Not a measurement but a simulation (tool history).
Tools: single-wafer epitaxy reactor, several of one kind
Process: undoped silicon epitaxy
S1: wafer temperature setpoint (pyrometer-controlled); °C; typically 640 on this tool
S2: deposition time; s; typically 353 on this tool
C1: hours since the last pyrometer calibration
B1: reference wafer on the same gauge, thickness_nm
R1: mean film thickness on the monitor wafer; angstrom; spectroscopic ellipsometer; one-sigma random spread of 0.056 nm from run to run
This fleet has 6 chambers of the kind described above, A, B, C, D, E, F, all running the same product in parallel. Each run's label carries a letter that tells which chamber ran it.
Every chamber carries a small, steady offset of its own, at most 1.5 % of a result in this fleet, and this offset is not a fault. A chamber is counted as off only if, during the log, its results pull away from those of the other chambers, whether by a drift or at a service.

run 1D day=0.392 | S1=640 S2=353 | C1=371.7 | B1=55.312 | R1=471.56
run 2B day=0.800 | S1=640 S2=353 | C1=1830.8 | B1=55.318 | R1=477.49
run 3C day=1.146 | S1=640 S2=353 | C1=550.5 | B1=55.320 | R1=473.56
run 4F day=1.600 | S1=640 S2=353 | C1=101.8 | B1=55.316 | R1=470.65
run 5A day=1.950 | S1=640 S2=353 | C1=990.0 | B1=55.319 | R1=474.57
run 6E day=2.442 | S1=640 S2=353 | C1=1447.8 | B1=55.346 | R1=476.60
run 7B day=2.721 | S1=640 S2=353 | C1=1876.9 | B1=55.336 | R1=477.92
run 8A day=3.238 | S1=645 S2=353 | C1=1020.9 | B1=55.359 | R1=530.34
run 9C day=3.483 | S1=645 S2=353 | C1=606.6 | B1=55.343 | R1=527.59
run 10F day=3.758 | S1=645 S2=353 | C1=153.6 | B1=55.354 | R1=525.45
run 11E day=4.112 | S1=645 S2=353 | C1=1487.9 | B1=55.367 | R1=532.91
run 12D day=4.504 | S1=645 S2=353 | C1=470.4 | B1=55.379 | R1=527.89
run 13F day=4.804 | S1=645 S2=353 | C1=178.7 | B1=55.386 | R1=525.22
run 14C day=5.346 | S1=640 S2=353 | C1=651.3 | B1=55.392 | R1=475.10
run 15D day=5.596 | S1=640 S2=353 | C1=496.6 | B1=55.373 | R1=472.21
run 16E day=6.021 | S1=649 S2=288 | C1=1533.7 | B1=55.398 | R1=474.64
run 17B day=6.500 | S1=649 S2=288 | C1=1967.6 | B1=55.406 | R1=475.85
run 18A day=6.742 | S1=649 S2=288 | C1=1105.0 | B1=55.414 | R1=472.46
run 19C day=7.162 | S1=649 S2=288 | C1=694.9 | B1=55.413 | R1=470.48
run 20F day=7.638 | S1=649 S2=288 | C1=246.7 | B1=55.415 | R1=466.91
run 21A day=8.121 | S1=649 S2=288 | C1=1138.1 | B1=55.440 | R1=473.47
run 22B day=8.617 | S1=640 S2=353 | C1=2018.4 | B1=55.424 | R1=478.18
run 23E day=8.862 | S1=640 S2=353 | C1=1601.9 | B1=55.433 | R1=478.16
run 24D day=9.175 | S1=640 S2=353 | C1=582.5 | B1=55.441 | R1=472.78
run 25F day=9.692 | S1=640 S2=353 | C1=296.0 | B1=55.457 | R1=471.74
run 26C day=10.200 | S1=640 S2=353 | C1=767.8 | B1=55.452 | R1=474.44
run 27B day=10.671 | S1=640 S2=403 | C1=2067.7 | B1=55.468 | R1=546.31
run 28D day=11.058 | S1=640 S2=403 | C1=627.7 | B1=55.468 | R1=538.06
run 29E day=11.412 | S1=640 S2=403 | C1=1663.1 | B1=55.477 | R1=545.69
run 30A day=11.750 | S1=640 S2=403 | C1=1225.2 | B1=55.482 | R1=544.32
run 31D day=12.112 | S1=640 S2=403 | C1=653.0 | B1=55.483 | R1=539.33
run 32B day=12.492 | S1=640 S2=403 | C1=2111.4 | B1=55.522 | R1=546.63
run 33C day=12.833 | S1=640 S2=353 | C1=831.0 | B1=55.502 | R1=474.96
run 34E day=13.221 | S1=634 S2=289 | C1=1706.5 | B1=55.521 | R1=343.64
run 35A day=13.525 | S1=634 S2=289 | C1=1267.8 | B1=55.509 | R1=340.20
run 36F day=13.942 | S1=634 S2=289 | C1=398.0 | B1=55.519 | R1=338.12
run 37D day=14.179 | S1=634 S2=289 | C1=702.6 | B1=55.524 | R1=338.59
run 38F day=14.550 | S1=634 S2=289 | C1=412.6 | B1=55.526 | R1=338.39
run 39C day=14.817 | S1=634 S2=289 | C1=878.6 | B1=55.550 | R1=341.23
run 40A day=15.262 | S1=640 S2=353 | C1=1309.5 | B1=55.532 | R1=476.07
run 41E day=15.538 | S1=640 S2=353 | C1=1762.1 | B1=55.544 | R1=478.35
run 42B day=15.825 | S1=640 S2=353 | C1=2191.4 | B1=55.534 | R1=478.98
run 43A day=16.308 | S1=640 S2=353 | C1=1334.6 | B1=55.567 | R1=476.74

Predict what each chamber gives when all 6 of them run the settings below next.
run 44A day=16.696 | S1=640 S2=353 | R1=?
run 44B day=16.696 | S1=640 S2=353 | R1=?
run 44C day=16.696 | S1=640 S2=353 | R1=?
run 44D day=16.696 | S1=640 S2=353 | R1=?
run 44E day=16.696 | S1=640 S2=353 | R1=?
run 44F day=16.696 | S1=640 S2=353 | R1=?

run=44A R1=475.83
run=44B R1=478.55
run=44C R1=474.82
run=44D R1=473.39
run=44E R1=479.22
run=44F R1=472.38

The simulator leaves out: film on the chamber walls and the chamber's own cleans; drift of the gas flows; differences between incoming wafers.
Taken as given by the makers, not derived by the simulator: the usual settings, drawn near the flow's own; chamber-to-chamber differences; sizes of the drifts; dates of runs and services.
